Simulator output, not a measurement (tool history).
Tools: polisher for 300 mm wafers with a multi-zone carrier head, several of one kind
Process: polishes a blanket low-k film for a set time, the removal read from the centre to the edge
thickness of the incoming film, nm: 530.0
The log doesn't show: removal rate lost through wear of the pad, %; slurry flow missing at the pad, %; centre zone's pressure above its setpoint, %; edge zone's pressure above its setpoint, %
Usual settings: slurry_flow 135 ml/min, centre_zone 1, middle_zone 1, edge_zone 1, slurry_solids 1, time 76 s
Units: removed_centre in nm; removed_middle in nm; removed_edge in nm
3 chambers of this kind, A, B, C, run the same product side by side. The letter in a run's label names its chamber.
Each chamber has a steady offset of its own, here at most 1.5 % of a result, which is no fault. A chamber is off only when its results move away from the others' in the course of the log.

run,hour,slurry_flow,centre_zone,middle_zone,edge_zone,slurry_solids,time,wafers polished on this pad,hours since the slurry nozzle was cleaned,hours since the centre zone pressure was calibrated,hours since the edge zone pressure was calibrated,removed_centre,removed_middle,removed_edge
1A,6.7,135,1,1,1,1,76,519,106.5,1138.5,1258.8,16.274,16.655,16.519
2C,15.1,135,1,1,1,1,76,301,105.4,762.8,612.5,16.299,16.367,16.851
# hour 20.8: chamber B: worn pad replaced by a new one
3B,20.9,135,1,1,1,1,76,1,211.2,231.8,828.1,16.407,16.734,16.729
4C,28.3,135,1,1,1,1,76,418,118.6,776,625.7,16.168,16.77,16.466
# hour 34.5: chamber A: worn pad replaced by a new one
5B,36.7,135,1,1,1,1,76,140,227,247.6,843.9,16.534,16.72,16.518
6A,43,135,1,1,1,1,76,75,142.8,1174.8,1295.1,16.661,16.453,16.785
7B,49.9,135,1,1,1,1,76,257,240.2,260.8,857.1,16.442,16.788,16.827
8C,54.9,135,1,1,1,1,76,652,145.2,802.6,652.3,16.192,16.307,16.547
9A,61.8,135,1,1,1,1,76,241,161.6,1193.6,1313.9,16.314,16.456,16.684
10A,68.6,135,1,1,1,1,76,301,168.4,1200.4,1320.7,16.516,16.535,16.822
# hour 77.1: chamber A: edge zone pressure recalibrated
11B,77.3,135,1,1,1,1,76,498,267.6,288.2,884.5,16.496,16.549,16.694
12C,86,135,1,1,1,1,76,926,176.3,833.7,683.4,15.669,15.942,16.101
# hour 91.1: chamber B: edge zone pressure recalibrated
13B,96,135,1,1,1,1,76,663,286.3,306.9,5,16.44,16.809,16.429
14C,101.4,135,1,1,1,1,76,1062,191.7,849.1,698.8,15.533,15.759,16.03
15A,108.8,135,1,1,1,1,76,655,208.6,1240.6,31.7,16.428,16.735,16.608
# hour 112.4: chamber B: slurry nozzle cleaned
16B,116,135,1,1,1,1,76,840,3.6,326.9,25,16.464,16.517,16.52
17C,120.5,135,1,1,1,1,76,1231,210.8,868.2,717.9,15.43,15.742,15.59
# hour 123.1: chamber B: worn pad replaced by a new one
# hour 123.8: chamber A: worn pad replaced by a new one
18A,125.3,135,1,1,1,1,76,13,225.1,1257.1,48.2,16.514,16.633,16.57
19C,132,135,1,1,1,1,76,1332,222.3,879.7,729.4,15.087,15.578,15.699
# hour 136.7: chamber C: centre zone pressure recalibrated
20A,139.7,135,1,1,1,1,76,140,239.5,1271.5,62.6,16.46,16.724,16.592
21B,145.2,135,1,1,1,1,76,195,32.8,356.1,54.2,16.472,16.562,16.682
# hour 145.7: chamber C: slurry nozzle cleaned
22B,151.7,135,1,1,1,1,76,253,39.3,362.6,60.7,16.358,16.716,16.771
23C,160,135,1,1,1,1,76,1579,14.4,23.3,757.4,15.524,15.494,15.527
24A,169.1,135,1,1,1,1,76,399,268.9,1300.9,92,16.689,16.432,16.434
25C,176.8,135,1,1,1,1,76,1727,31.2,40.1,774.2,14.98,15.32,15.452
26A,186.4,135,1,1,1,1,76,552,286.2,1318.2,109.3,16.501,16.355,16.558
27B,191.5,135,1,1,1,1,76,604,79.1,402.4,100.5,16.674,16.786,16.477
28B,201.1,135,1,1,1,1,76,688,88.7,412,110.1,16.622,16.764,16.627
29C,209,135,1,1,1,1,76,2011,63.4,72.3,806.4,15.04,15.01,15.109
30A,215.7,135,1,1,0.95,1,76,810,315.5,1347.5,138.6,16.457,16.456,16.104
31C,220.4,135,1,1,0.95,1,76,2112,74.8,83.7,817.8,14.885,14.984,14.566
32B,225.6,135,1,1,0.95,1,76,904,113.2,436.5,134.6,16.498,16.598,16.02
# hour 230.5: chamber A: worn pad replaced by a new one
33A,233.1,135,1,1,1.1,1,76,23,332.9,1364.9,156,16.459,16.51,17.418
34B,239.3,135,1,1,1.1,1,76,1025,126.9,450.2,148.3,16.537,16.468,17.749
# hour 241.6: chamber A: centre zone pressure recalibrated
35C,246.5,135,1,1,1.1,1,76,2342,100.9,109.8,843.9,14.562,14.797,15.604
# hour 250.8: chamber B: worn pad replaced by a new one
36A,251.5,135,1,1,1,1,76,185,351.3,9.9,174.4,16.699,16.766,16.515
37B,259.9,135,1,1,1,1,76,80,147.5,470.8,168.9,16.17,16.892,16.542
38C,266.3,135,1,1,1,1,76,2516,120.7,129.6,863.7,14.355,14.619,14.922
39A,273.3,135,1,1,1,1,76,378,373.1,31.7,196.2,16.421,16.48,16.585
40A,283,135,1,1,1,1,76,463,382.8,41.4,205.9,16.554,16.375,16.388
41C,290.2,135,1,1,1,1,76,2727,144.6,153.5,887.6,14.071,14.343,14.319
42B,298.3,135,1,1,1,1,76,419,185.9,509.2,207.3,16.522,16.341,16.678
43B,308.3,135,1,1,1,1,76,507,195.9,519.2,217.3,16.492,16.683,16.738

Next, every chamber runs the same settings. What will each give?
44A,315.5,135,1,1,1,0.75,76,,,,,?,?,?
44B,315.5,135,1,1,1,0.75,76,,,,,?,?,?
44C,315.5,135,1,1,1,0.75,76,,,,,?,?,?

run,removed_centre,removed_middle,removed_edge
44A,14.037,14.534,14.393
44B,14.185,14.408,14.489
44C,11.996,12.29,12.355

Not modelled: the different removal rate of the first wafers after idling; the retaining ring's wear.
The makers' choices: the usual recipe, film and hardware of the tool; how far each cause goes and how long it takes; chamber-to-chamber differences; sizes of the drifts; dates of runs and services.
